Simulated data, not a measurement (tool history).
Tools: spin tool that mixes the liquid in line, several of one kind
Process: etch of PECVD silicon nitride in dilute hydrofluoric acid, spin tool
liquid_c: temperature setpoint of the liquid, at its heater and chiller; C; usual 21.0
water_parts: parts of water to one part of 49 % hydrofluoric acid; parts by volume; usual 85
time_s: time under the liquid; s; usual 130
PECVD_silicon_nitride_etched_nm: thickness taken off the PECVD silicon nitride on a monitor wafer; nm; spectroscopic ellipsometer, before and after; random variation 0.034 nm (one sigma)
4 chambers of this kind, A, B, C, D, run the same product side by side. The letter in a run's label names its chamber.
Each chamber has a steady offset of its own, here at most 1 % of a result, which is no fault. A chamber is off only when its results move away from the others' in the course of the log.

run	hour	liquid_c	water_parts	time_s	hours since the thermometer was replaced	hours since the hydrofluoric acid flow meter was replaced	read-back film thickness of the PECVD silicon nitride reference wafer, read on the same gauge (nm)	PECVD_silicon_nitride_etched_nm
1A	5.0	21.0	85	130	1121.0	601.3	99.998	6.4295
2D	12.0	21.0	85	130	742.7	142.5	100.030	6.5601
3C	21.5	21.0	85	130	1573.9	427.6	99.998	6.4383
4B	32.2	21.0	85	130	728.5	686.5	100.010	6.5483
5C	42.6	21.0	85	130	1595.0	448.7	100.000	6.4172
6D	51.7	21.0	85	130	782.4	182.2	99.994	6.5451
7B	56.8	21.0	85	60	753.1	711.1	100.020	2.9603
8A	66.8	21.0	85	60	1182.8	663.1	100.010	2.9431
9C	75.4	21.0	85	60	1627.8	481.5	99.988	2.9905
10B	86.1	21.0	85	60	782.4	740.4	99.986	2.9725
11A	96.0	21.0	85	130	1212.0	692.3	100.010	6.4011
12D	105.9	21.0	85	130	836.6	236.4	99.998	6.5451
# hour 112.0: chamber B: thermometer replaced
13B	112.9	17.0	85	75	0.9	767.2	100.010	2.8549
14C	118.2	17.0	85	75	1670.6	524.3	99.990	2.8377
15D	123.6	17.0	85	75	854.3	254.1	100.020	2.8813
16A	132.1	17.0	85	75	1248.1	728.4	100.020	2.7637
17A	137.1	21.0	85	130	1253.1	733.4	99.979	6.3374
18B	145.1	21.0	85	55	33.1	799.4	99.971	2.7555
19D	153.5	21.0	85	55	884.2	284.0	100.000	2.7674
# hour 158.5: chamber A: hydrofluoric acid flow meter replaced
20C	162.7	21.0	85	55	1715.1	568.8	99.996	2.7335
21B	168.9	21.0	85	55	56.9	823.2	100.010	2.7777
22C	177.0	21.0	60	130	1729.4	583.1	99.999	9.1158
23D	184.8	21.0	60	130	915.5	315.3	100.020	9.1926
24A	192.0	21.0	60	130	1308.0	33.6	100.010	8.8326
25A	198.4	21.0	60	130	1314.4	40.0	99.997	8.7800
26B	203.5	21.0	85	130	91.5	857.8	99.997	6.5272
27C	211.9	21.0	85	130	1764.3	618.0	100.030	6.5246
28D	218.3	24.0	85	130	949.0	348.8	100.000	7.9527
29B	227.6	24.0	85	130	115.6	881.9	99.994	7.9669
30C	236.8	24.0	85	130	1789.2	642.9	99.990	7.8629
31D	242.2	24.0	85	130	972.9	372.7	99.986	7.9352
32A	248.0	21.0	85	130	1364.0	89.6	100.020	6.1629
33A	255.6	21.0	85	130	1371.6	97.2	100.000	6.1553
34B	262.4	21.0	85	130	150.4	916.7	99.986	6.5044
35C	271.8	17.0	65	130	1824.2	677.9	99.998	6.3844
36D	279.3	17.0	65	130	1010.0	409.8	100.000	6.4459
37B	286.9	17.0	65	130	174.9	941.2	100.010	6.4034
38A	291.6	17.0	65	130	1407.6	133.2	100.020	6.0458
39C	299.2	21.0	85	130	1851.6	705.3	100.000	6.4217

What goes on in this fleet: one chamber off, a drifting gauge, or nothing beyond the chambers' own small offsets? Name the chamber and the cause, if any.

Chamber A drifts away from the others.
Cause: liquid colder than its thermometer reads (K) = 1.02.

Here are 4 candidates for chamber A's next run, each the usual settings with a change, their results left as question marks. Which one brings its results back in line with what the others give on the usual settings?
In line means no further than this from the other chambers' mean on the usual settings: PECVD_silicon_nitride_etched_nm 0.1200 nm
40A-1	307.1	20.0	85	130				?
40A-2	307.1	21.0	85	125				?
40A-3	307.1	21.0	85	135				?
40A-4	307.1	21.0	85	140				?

The other chambers' mean on the usual settings: PECVD_silicon_nitride_etched_nm 6.5139 nm
run	PECVD_silicon_nitride_etched_nm
40A-1	5.6725
40A-2	5.8385
40A-3	6.3056
40A-4	6.5392
40A-4 brings the chamber back in line.
